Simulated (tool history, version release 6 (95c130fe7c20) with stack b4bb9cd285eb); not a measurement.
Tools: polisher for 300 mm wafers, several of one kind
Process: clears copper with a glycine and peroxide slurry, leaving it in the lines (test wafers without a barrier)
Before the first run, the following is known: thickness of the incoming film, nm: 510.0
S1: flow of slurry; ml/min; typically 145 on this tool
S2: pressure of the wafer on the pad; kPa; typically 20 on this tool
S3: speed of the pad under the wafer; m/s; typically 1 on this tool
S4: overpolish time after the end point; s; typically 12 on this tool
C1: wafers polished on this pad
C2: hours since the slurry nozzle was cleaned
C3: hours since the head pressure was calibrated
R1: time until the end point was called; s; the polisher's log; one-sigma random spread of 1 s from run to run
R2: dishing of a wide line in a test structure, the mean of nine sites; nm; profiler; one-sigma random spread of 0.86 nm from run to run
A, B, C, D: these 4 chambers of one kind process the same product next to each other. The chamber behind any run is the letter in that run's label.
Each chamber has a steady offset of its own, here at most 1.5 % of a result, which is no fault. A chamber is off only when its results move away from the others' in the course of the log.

run 1C hour=4.4 | S1=145 S2=20 S3=1 S4=12 | C1=42 C2=118.2 C3=149.3 | R1=89.693 R2=46.588
run 2D hour=10.4 | S1=145 S2=20 S3=1 S4=12 | C1=498 C2=407.3 C3=229 | R1=93.04 R2=46.57
-- hour=12 chamber A: worn pad replaced by a new one
-- hour=12.4 chamber B: head pressure recalibrated
run 3B hour=13.9 | S1=145 S2=20 S3=1 S4=12 | C1=772 C2=411.5 C3=1.6 | R1=92.186 R2=44.612
run 4A hour=19.5 | S1=145 S2=20 S3=1 S4=12 | C1=67 C2=485.9 C3=1127.2 | R1=90.852 R2=45.933
-- hour=23.8 chamber D: worn pad replaced by a new one
run 5A hour=24.8 | S1=145 S2=20 S3=1 S4=12 | C1=115 C2=491.2 C3=1132.5 | R1=92.229 R2=45.887
run 6B hour=30.8 | S1=145 S2=20 S3=1 S4=12 | C1=924 C2=428.4 C3=18.5 | R1=93.873 R2=46.36
run 7D hour=33.9 | S1=145 S2=20 S3=1 S4=12 | C1=91 C2=430.8 C3=252.5 | R1=94.76 R2=45.389
run 8C hour=37.4 | S1=145 S2=20 S3=1 S4=12 | C1=338 C2=151.2 C3=182.3 | R1=91.615 R2=45.342
run 9A hour=41.5 | S1=145 S2=20 S3=1 S4=12 | C1=265 C2=507.9 C3=1149.2 | R1=91.819 R2=46.562
run 10B hour=46.8 | S1=145 S2=15.9 S3=1.18 S4=12 | C1=1068 C2=444.4 C3=34.5 | R1=97.196 R2=42.9
run 11D hour=51.4 | S1=145 S2=15.9 S3=1.18 S4=12 | C1=248 C2=448.3 C3=270 | R1=98.549 R2=45.431
run 12C hour=57 | S1=145 S2=15.9 S3=1.18 S4=12 | C1=515 C2=170.8 C3=201.9 | R1=97.17 R2=42.567
-- hour=62.1 chamber D: slurry nozzle cleaned
run 13C hour=63.1 | S1=145 S2=15.9 S3=1.18 S4=12 | C1=569 C2=176.9 C3=208 | R1=98.031 R2=44.309
run 14D hour=67.5 | S1=145 S2=20 S3=1 S4=12 | C1=392 C2=5.5 C3=286.1 | R1=95.704 R2=45.772
-- hour=68 chamber C: worn pad replaced by a new one
run 15B hour=72 | S1=145 S2=20 S3=1 S4=12 | C1=1294 C2=469.6 C3=59.7 | R1=92.491 R2=46.557
-- hour=73.8 chamber A: worn pad replaced by a new one
run 16A hour=76.2 | S1=145 S2=20 S3=1 S4=12 | C1=21 C2=542.6 C3=1183.9 | R1=90.693 R2=46.632
run 17C hour=80.4 | S1=145 S2=20 S3=1 S4=12 | C1=111 C2=194.2 C3=225.3 | R1=91.597 R2=45.395
run 18B hour=86.5 | S1=145 S2=20 S3=1 S4=12 | C1=1424 C2=484.1 C3=74.2 | R1=94.396 R2=46.537
run 19D hour=91.7 | S1=145 S2=20 S3=1 S4=12 | C1=610 C2=29.7 C3=310.3 | R1=96.43 R2=45.931
run 20A hour=96.6 | S1=145 S2=20 S3=1 S4=12 | C1=205 C2=563 C3=1204.3 | R1=93.398 R2=46.208
-- hour=99.4 chamber B: slurry nozzle cleaned
-- hour=99.7 chamber B: worn pad replaced by a new one
run 21C hour=100.8 | S1=145 S2=20 S3=1 S4=12 | C1=294 C2=214.6 C3=245.7 | R1=92.325 R2=45.562
run 22B hour=103.5 | S1=145 S2=20 S3=1 S4=12 | C1=34 C2=4.1 C3=91.2 | R1=92.505 R2=45.223
-- hour=105.4 chamber D: worn pad replaced by a new one
run 23A hour=106.4 | S1=145 S2=20 S3=1 S4=12 | C1=293 C2=572.8 C3=1214.1 | R1=94.106 R2=47.301
run 24D hour=110.9 | S1=145 S2=20 S3=1 S4=12 | C1=49 C2=48.9 C3=329.5 | R1=95.681 R2=45.519
run 25A hour=115.6 | S1=145 S2=20 S3=1 S4=12 | C1=375 C2=582 C3=1223.3 | R1=93.02 R2=44.872
run 26C hour=118.9 | S1=185 S2=20 S3=1 S4=12 | C1=457 C2=232.7 C3=263.8 | R1=87.549 R2=47.492
run 27B hour=124.4 | S1=185 S2=20 S3=1 S4=12 | C1=222 C2=25 C3=112.1 | R1=91.313 R2=46.196
run 28D hour=128.2 | S1=185 S2=20 S3=1 S4=12 | C1=204 C2=66.2 C3=346.8 | R1=93.344 R2=45.953
run 29C hour=133.5 | S1=185 S2=20 S3=1 S4=12 | C1=588 C2=247.3 C3=278.4 | R1=89.621 R2=47.362
-- hour=135.2 chamber A: worn pad replaced by a new one
run 30A hour=137.1 | S1=145 S2=20 S3=1 S4=12 | C1=17 C2=603.5 C3=1244.8 | R1=92.787 R2=46.066
-- hour=137.6 chamber C: worn pad replaced by a new one
run 31B hour=140.3 | S1=145 S2=20 S3=1 S4=12 | C1=365 C2=40.9 C3=128 | R1=92.979 R2=45.124
run 32D hour=144.3 | S1=145 S2=20 S3=1 S4=12 | C1=349 C2=82.3 C3=362.9 | R1=99.134 R2=44.373
run 33C hour=150.2 | S1=125 S2=15.2 S3=1 S4=12 | C1=114 C2=264 C3=295.1 | R1=118.54 R2=36.662
run 34D hour=154.4 | S1=125 S2=15.2 S3=1 S4=12 | C1=440 C2=92.4 C3=373 | R1=128.79 R2=34.601
run 35B hour=158.4 | S1=125 S2=15.2 S3=1 S4=12 | C1=527 C2=59 C3=146.1 | R1=119.57 R2=36.656
run 36A hour=164.3 | S1=125 S2=15.2 S3=1 S4=12 | C1=262 C2=630.7 C3=1272 | R1=116.72 R2=37.747
run 37B hour=170.2 | S1=145 S2=20 S3=1 S4=12 | C1=633 C2=70.8 C3=157.9 | R1=92.241 R2=46.37
run 38A hour=176.1 | S1=145 S2=20 S3=1 S4=12 | C1=368 C2=642.5 C3=1283.8 | R1=93.387 R2=47.656

All 4 chambers run these settings next. Forecast each chamber's results:
run 39A hour=180.4 | S1=145 S2=20 S3=1.24 S4=12 | R1=? R2=?
run 39B hour=180.4 | S1=145 S2=20 S3=1.24 S4=12 | R1=? R2=?
run 39C hour=180.4 | S1=145 S2=20 S3=1.24 S4=12 | R1=? R2=?
run 39D hour=180.4 | S1=145 S2=20 S3=1.24 S4=12 | R1=? R2=?

run=39A R1=76.209 R2=54.158
run=39B R1=78.596 R2=51.994
run=39C R1=77.502 R2=53.597
run=39D R1=85.832 R2=49.313

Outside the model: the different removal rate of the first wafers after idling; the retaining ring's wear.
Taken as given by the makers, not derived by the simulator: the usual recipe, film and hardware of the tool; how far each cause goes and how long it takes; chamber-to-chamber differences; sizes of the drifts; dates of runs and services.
